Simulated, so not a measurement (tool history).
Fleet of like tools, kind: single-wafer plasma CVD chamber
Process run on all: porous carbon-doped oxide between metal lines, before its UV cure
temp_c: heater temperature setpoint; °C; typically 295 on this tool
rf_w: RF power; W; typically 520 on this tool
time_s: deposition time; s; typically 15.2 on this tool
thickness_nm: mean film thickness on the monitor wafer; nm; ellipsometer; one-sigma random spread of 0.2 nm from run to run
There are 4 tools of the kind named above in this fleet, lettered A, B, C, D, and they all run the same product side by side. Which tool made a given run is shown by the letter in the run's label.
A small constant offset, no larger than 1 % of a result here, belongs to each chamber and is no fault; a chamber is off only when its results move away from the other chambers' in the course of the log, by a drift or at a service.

run	hour	temp_c	rf_w	time_s	read-back reference wafer on the same gauge, thickness_nm	thickness_nm
1B	11.5	295	520	15.2	95.224	88.897
2D	22.9	295	520	15.2	95.117	88.672
3C	31.8	295	520	15.2	95.177	87.96
4A	41	295	520	15.2	95.135	89.38
5C	53.3	295	520	15.2	95.204	88.207
6A	61.6	295	520	15.2	95.222	89.564
7D	73.3	295	520	15.2	95.145	88.685
8B	83.1	295	520	15.2	95.207	89.198
# hour 83.8: chamber A: thermocouple changed; heater temperature recalibrated
# hour 90.3: chamber C: RF generator calibrated
9D	90.4	295	520	15.2	95.243	88.79
10C	100.6	295	520	15.2	95.158	88.417
11B	116.9	295	520	15.2	95.218	88.737
12A	126.3	295	520	15.2	95.176	89.539
13B	138.9	295	520	15.2	95.21	89.087
# hour 145.1: chamber D: RF generator calibrated
14A	151.8	295	520	15.2	95.209	89.55
15C	162.6	295	520	15.2	95.207	88.271
16D	174.8	295	520	15.2	95.196	88.548
17A	191.1	295	520	15.2	95.181	89.746
18B	202.5	295	520	15.2	95.203	88.743
19C	212.1	295	520	15.2	95.166	88.341
20D	219.9	295	520	15.2	95.219	88.919
21B	231.2	295	520	15.2	95.258	89.143
22A	247.9	295	520	15.2	95.155	89.997
# hour 254.4: chamber D: thermocouple changed; heater temperature recalibrated
23C	260.5	295	520	15.2	95.21	88.14
# hour 266.2: chamber A: RF generator calibrated
24D	270.9	295	520	15.2	95.205	90.755
25A	278.6	295	520	15.2	95.177	89.793
26D	293.4	295	520	15.2	95.164	90.973
27B	301.3	295	520	15.2	95.231	88.897
28C	315.9	295	520	15.2	95.245	88.075
29C	325.8	295	520	14.1	95.259	82.041
30D	341.4	295	520	14.1	95.185	84.476
# hour 342.3: chamber B: RF generator calibrated
31A	357.9	295	520	14.1	95.187	83.221
32B	374.3	295	520	14.1	95.213	82.38
33A	381.9	295	520	15.2	95.247	89.8
34B	394.9	295	520	15.2	95.244	88.814
35C	409.8	295	520	15.2	95.205	88.03
36D	422	295	520	15.2	95.146	91.13
37B	437.1	285	520	15.2	95.257	94.616

For the next run the whole fleet of 4 chambers uses the same settings. Give each chamber's results:
38A	449	295	520	15.2		?
38B	449	295	520	15.2		?
38C	449	295	520	15.2		?
38D	449	295	520	15.2		?

run	thickness_nm
38A	89.557
38B	89.144
38C	88.357
38D	91.05
